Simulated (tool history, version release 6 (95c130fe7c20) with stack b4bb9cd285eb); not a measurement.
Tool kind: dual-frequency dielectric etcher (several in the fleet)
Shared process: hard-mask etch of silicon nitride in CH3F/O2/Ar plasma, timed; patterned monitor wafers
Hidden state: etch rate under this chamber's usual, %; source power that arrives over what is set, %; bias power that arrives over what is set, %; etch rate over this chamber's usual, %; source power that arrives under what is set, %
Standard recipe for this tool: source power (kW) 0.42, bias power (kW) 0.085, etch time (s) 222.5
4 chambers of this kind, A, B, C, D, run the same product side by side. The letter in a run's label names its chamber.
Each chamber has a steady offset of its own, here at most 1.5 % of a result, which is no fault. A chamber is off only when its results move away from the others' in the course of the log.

| run | hour | source power (kW) | bias power (kW) | etch time (s) | hours since the last wet clean | hours since the last source power generator calibration | hours since the last bias power generator calibration | read-back reference wafer on the same gauge, depth_nm | mean etch depth across the wafer (nm) |
|---|---|---|---|---|---|---|---|---|---|
| 1B | 2.7 | 0.42 | 0.085 | 222.5 | 274.7 | 444 | 3255.6 | 172 | 168.25 |
| 2C | 5.9 | 0.42 | 0.085 | 222.5 | 559 | 264.8 | 1567.8 | 171.9 | 169.97 |
| 3D | 8.3 | 0.42 | 0.085 | 222.5 | 290.1 | 1665.8 | 1061.8 | 171.95 | 167.62 |
| 4A | 12.3 | 0.42 | 0.085 | 222.5 | 204.4 | 404.2 | 3791.3 | 171.86 | 169.78 |
| 5B | 15.8 | 0.42 | 0.085 | 222.5 | 287.8 | 457.1 | 3268.7 | 171.88 | 168.9 |
| 6D | 20 | 0.42 | 0.085 | 222.5 | 301.8 | 1677.5 | 1073.5 | 171.84 | 167.82 |
| 7C | 23.8 | 0.42 | 0.085 | 222.5 | 576.9 | 282.7 | 1585.7 | 171.82 | 169.41 |
| 8A | 26.3 | 0.42 | 0.085 | 222.5 | 218.4 | 418.2 | 3805.3 | 171.85 | 169.53 |
| 9D | 29 | 0.42 | 0.085 | 222.5 | 310.8 | 1686.5 | 1082.5 | 171.84 | 167.29 |
| 10C | 33.1 | 0.42 | 0.085 | 222.5 | 586.2 | 292 | 1595 | 171.77 | 169.95 |
| 11A | 36.4 | 0.42 | 0.085 | 222.5 | 228.5 | 428.3 | 3815.4 | 171.75 | 169.45 |
| 12B | 39 | 0.42 | 0.085 | 222.5 | 311 | 480.3 | 3291.9 | 171.73 | 168.45 |
| 13D | 43.1 | 0.42 | 0.085 | 222.5 | 324.9 | 1700.6 | 1096.6 | 171.71 | 167.75 |
| 14B | 47 | 0.42 | 0.085 | 222.5 | 319 | 488.3 | 3299.9 | 171.69 | 168.69 |
| 15A | 51.6 | 0.42 | 0.085 | 222.5 | 243.7 | 443.5 | 3830.6 | 171.62 | 169.2 |
| 16C | 55.8 | 0.42 | 0.085 | 222.5 | 608.9 | 314.7 | 1617.7 | 171.59 | 169.52 |
| 17D | 59.4 | 0.42 | 0.085 | 222.5 | 341.2 | 1716.9 | 1112.9 | 171.55 | 167.39 |
| 18A | 64.5 | 0.37 | 0.085 | 222.5 | 256.6 | 456.4 | 3843.5 | 171.55 | 161.17 |
| 19C | 69.6 | 0.37 | 0.085 | 222.5 | 622.7 | 328.5 | 1631.5 | 171.51 | 161.78 |
|  | 71.4 | chamber C: wet clean of the chamber |
| 20B | 71.9 | 0.37 | 0.085 | 222.5 | 343.9 | 513.2 | 3324.8 | 171.46 | 160.58 |
| 21A | 74.9 | 0.37 | 0.085 | 222.5 | 267 | 466.8 | 3853.9 | 171.52 | 161.39 |
| 22B | 77.2 | 0.42 | 0.085 | 222.5 | 349.2 | 518.5 | 3330.1 | 171.43 | 167.92 |
| 23D | 81.9 | 0.42 | 0.085 | 222.5 | 363.7 | 1739.4 | 1135.4 | 171.39 | 167.29 |
| 24C | 84.7 | 0.42 | 0.097 | 161.5 | 13.4 | 343.6 | 1646.6 | 171.37 | 128.84 |
| 25B | 87.2 | 0.42 | 0.097 | 161.5 | 359.2 | 528.5 | 3340.1 | 171.38 | 128.08 |
| 26C | 90.8 | 0.42 | 0.097 | 161.5 | 19.5 | 349.7 | 1652.7 | 171.34 | 128.96 |
| 27A | 94.7 | 0.42 | 0.097 | 161.5 | 286.8 | 486.6 | 3873.7 | 171.39 | 128.59 |
| 28D | 98.3 | 0.42 | 0.085 | 222.5 | 380.1 | 1755.8 | 1151.8 | 171.36 | 167.31 |
| 29B | 100.8 | 0.42 | 0.085 | 222.5 | 372.8 | 542.1 | 3353.7 | 171.29 | 168.08 |
| 30D | 104.8 | 0.42 | 0.092 | 222.5 | 386.6 | 1762.3 | 1158.3 | 171.29 | 171.86 |
| 31A | 109.2 | 0.42 | 0.092 | 222.5 | 301.3 | 501.1 | 3888.2 | 171.25 | 173.87 |
| 32C | 113.2 | 0.42 | 0.092 | 222.5 | 41.9 | 372.1 | 1675.1 | 171.23 | 174.33 |

Next, all 4 chambers run the settings below, one line each with question marks for the results. What does each chamber give?
| 33A | 116.9 | 0.42 | 0.085 | 222.5 |  |  |  |  | ? |
| 33B | 116.9 | 0.42 | 0.085 | 222.5 |  |  |  |  | ? |
| 33C | 116.9 | 0.42 | 0.085 | 222.5 |  |  |  |  | ? |
| 33D | 116.9 | 0.42 | 0.085 | 222.5 |  |  |  |  | ? |

| run | mean etch depth across the wafer (nm) |
|---|---|
| 33A | 168.96 |
| 33B | 167.66 |
| 33C | 169.01 |
| 33D | 166.85 |
